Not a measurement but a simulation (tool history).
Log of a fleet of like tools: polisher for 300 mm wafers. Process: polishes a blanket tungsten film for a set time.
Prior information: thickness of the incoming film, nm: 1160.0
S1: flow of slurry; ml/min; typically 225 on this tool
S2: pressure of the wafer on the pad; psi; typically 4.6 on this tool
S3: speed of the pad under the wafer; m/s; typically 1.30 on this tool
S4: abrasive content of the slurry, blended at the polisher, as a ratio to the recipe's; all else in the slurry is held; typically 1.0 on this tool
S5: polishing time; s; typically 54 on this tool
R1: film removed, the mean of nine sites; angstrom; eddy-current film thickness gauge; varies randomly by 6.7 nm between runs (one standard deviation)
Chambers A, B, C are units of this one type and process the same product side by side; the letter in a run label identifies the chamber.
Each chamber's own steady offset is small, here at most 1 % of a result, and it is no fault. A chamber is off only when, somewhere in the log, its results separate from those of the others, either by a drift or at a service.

run     day   S1   S2    S3   S4  S5      R1
 1B   0.417  225  4.6  1.30  1.0  54  4675.0
      0.508  -- chamber B: slurry tank refilled with fresh slurry and peroxide
 2A   0.962  225  4.6  1.30  1.0  54  4636.5
      1.004  -- chamber A: slurry tank refilled with fresh slurry and peroxide
 3C   1.362  225  4.6  1.30  1.0  54  4515.6
      1.458  -- chamber C: worn pad replaced by a new one
 4B   1.925  225  4.6  1.30  1.0  54  4550.1
      1.933  -- chamber B: worn pad replaced by a new one
 5A   2.504  225  4.6  1.30  1.0  54  4621.0
      2.838  -- chamber B: slurry nozzle cleaned
      2.992  -- chamber A: worn pad replaced by a new one
 6C   3.171  225  4.6  0.90  1.0  36  2106.5
      3.362  -- chamber B: head pressure recalibrated
 7B   3.546  225  4.6  0.90  1.0  36  2106.1
      3.696  -- chamber C: slurry tank refilled with fresh slurry and peroxide
 8A   3.946  225  4.6  0.90  1.0  36  2085.1
 9C   4.579  225  4.6  1.30  1.0  54  4681.8
10A   5.075  225  4.6  1.30  1.0  54  4631.8
      5.333  -- chamber C: worn pad replaced by a new one
11B   5.504  225  4.6  1.30  1.0  54  4596.7
      5.658  -- chamber B: worn pad replaced by a new one
12C   6.088  225  4.6  1.30  1.0  54  4612.7
      6.096  -- chamber B: slurry tank refilled with fresh slurry and peroxide
      6.462  -- chamber A: worn pad replaced by a new one
13A   6.504  225  4.6  1.30  1.0  54  4602.4
14C   6.808  225  4.6  1.30  1.0  54  4592.2
      7.267  -- chamber A: head pressure recalibrated
15B   7.375  225  4.6  1.30  1.0  54  4653.3
16B   7.954  225  4.6  1.30  1.0  54  4636.4
      8.004  -- chamber C: slurry nozzle cleaned
17A   8.367  225  4.6  1.30  1.0  54  4604.2
18C   8.788  225  4.6  1.30  1.0  54  4596.3
19C   9.121  225  4.6  1.30  1.0  54  4567.1
      9.175  -- chamber B: worn pad replaced by a new one
      9.208  -- chamber A: slurry tank refilled with fresh slurry and peroxide
      9.412  -- chamber C: slurry tank refilled with fresh slurry and peroxide
20A   9.475  225  4.6  1.30  1.0  54  4611.8
      9.588  -- chamber C: worn pad replaced by a new one
      9.700  -- chamber A: worn pad replaced by a new one
21B   9.812  225  4.6  1.30  1.0  54  4595.5
22C  10.488  225  4.6  1.30  1.0  54  4534.7
23A  10.854  225  4.6  1.68  1.2  54  6480.6
     10.892  -- chamber C: slurry blender recalibrated
     11.475  -- chamber B: slurry tank refilled with fresh slurry and peroxide
24B  11.538  225  4.6  1.68  1.2  54  6343.7
25A  11.946  225  4.6  1.68  1.2  54  6328.3
     12.200  -- chamber B: slurry blender recalibrated
     12.550  -- chamber B: worn pad replaced by a new one
26C  12.646  225  4.6  1.30  1.0  54  4586.0
27B  13.308  225  4.6  1.30  1.0  54  4741.7
     13.321  -- chamber A: worn pad replaced by a new one
     13.446  -- chamber C: worn pad replaced by a new one
28A  13.988  225  4.6  1.30  1.0  54  4622.9
29B  14.538  225  4.6  1.30  1.0  54  4549.9
30C  15.225  225  4.6  1.30  1.0  54  4598.2
31A  15.571  225  4.6  1.30  1.0  54  4536.2
     15.988  -- chamber C: slurry tank refilled with fresh slurry and peroxide
32B  16.100  225  4.6  1.30  1.0  45  3941.3
     16.112  -- chamber B: slurry tank refilled with fresh slurry and peroxide
     16.275  -- chamber A: slurry tank refilled with fresh slurry and peroxide
     16.300  -- chamber B: worn pad replaced by a new one
33C  16.621  225  4.6  1.30  1.0  45  3932.6
     16.638  -- chamber A: slurry blender recalibrated
34A  17.004  225  4.6  1.30  1.0  45  3757.3
     17.279  -- chamber C: worn pad replaced by a new one
     17.338  -- chamber A: worn pad replaced by a new one
35B  17.479  225  4.6  1.30  1.0  54  4653.6
36C  17.950  225  4.6  1.30  1.0  54  4551.8
37A  18.617  225  6.1  1.74  1.0  54  8134.1
38B  18.967  225  6.1  1.74  1.0  54  8492.7

Is one chamber out of step, is the gauge drifting, or do the chambers differ by no more than their own small offsets? For an off chamber, give its letter and the likeliest cause.

Neither any chamber nor the gauge drifts; the chambers differ only by their own small, steady offsets.

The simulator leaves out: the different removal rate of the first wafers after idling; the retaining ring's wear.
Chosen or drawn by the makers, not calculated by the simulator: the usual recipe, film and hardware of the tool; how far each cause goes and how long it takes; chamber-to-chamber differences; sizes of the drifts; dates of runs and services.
